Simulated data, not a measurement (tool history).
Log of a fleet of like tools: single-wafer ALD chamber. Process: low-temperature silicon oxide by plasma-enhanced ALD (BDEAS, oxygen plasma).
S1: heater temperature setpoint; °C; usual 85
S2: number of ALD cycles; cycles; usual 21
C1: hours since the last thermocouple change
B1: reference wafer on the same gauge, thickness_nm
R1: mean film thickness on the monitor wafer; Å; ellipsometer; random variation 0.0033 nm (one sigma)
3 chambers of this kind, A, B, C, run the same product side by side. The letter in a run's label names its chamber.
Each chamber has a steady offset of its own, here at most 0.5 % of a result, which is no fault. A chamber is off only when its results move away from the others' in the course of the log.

run,hour,S1,S2,C1,B1,R1
1A,7.4,85,21,1585.7,2.6304,31.641
2B,19.7,85,21,41.4,2.6299,31.592
3C,35.5,85,21,876.5,2.6317,31.538
4B,48.4,85,21,70.1,2.6322,31.690
5C,63.4,72,20,904.4,2.6325,31.443
6A,70.3,72,20,1648.6,2.6326,31.428
7C,85.3,72,20,926.3,2.6333,31.487
8A,94.3,85,21,1672.6,2.6332,31.628
9B,110.0,85,21,131.7,2.6345,31.610
10A,120.4,85,21,1698.7,2.6351,31.689
11C,133.8,85,21,974.8,2.6341,31.642
12B,147.7,85,21,169.4,2.6351,31.654
13B,160.6,85,21,182.3,2.6360,31.693
14C,175.5,85,21,1016.5,2.6369,31.677
15A,190.7,85,21,1769.0,2.6374,31.621
16A,200.1,85,21,1778.4,2.6375,31.666
17C,208.5,85,21,1049.5,2.6372,31.661
18B,216.9,85,21,238.6,2.6384,31.760
19C,227.4,85,21,1068.4,2.6383,31.663
20A,242.5,85,21,1820.8,2.6387,31.730
21B,257.4,85,21,279.1,2.6393,31.715
# hour 266.8: chamber A: thermocouple changed; heater temperature recalibrated
22A,268.3,85,21,1.5,2.6410,31.760
23C,283.9,85,21,1124.9,2.6403,31.688
24B,299.0,85,25,320.7,2.6409,37.718

All 3 chambers run these settings next. Forecast each chamber's results:
25A,310.3,85,23,,,?
25B,310.3,85,23,,,?
25C,310.3,85,23,,,?

run,R1
25A,34.771
25B,34.776
25C,34.722
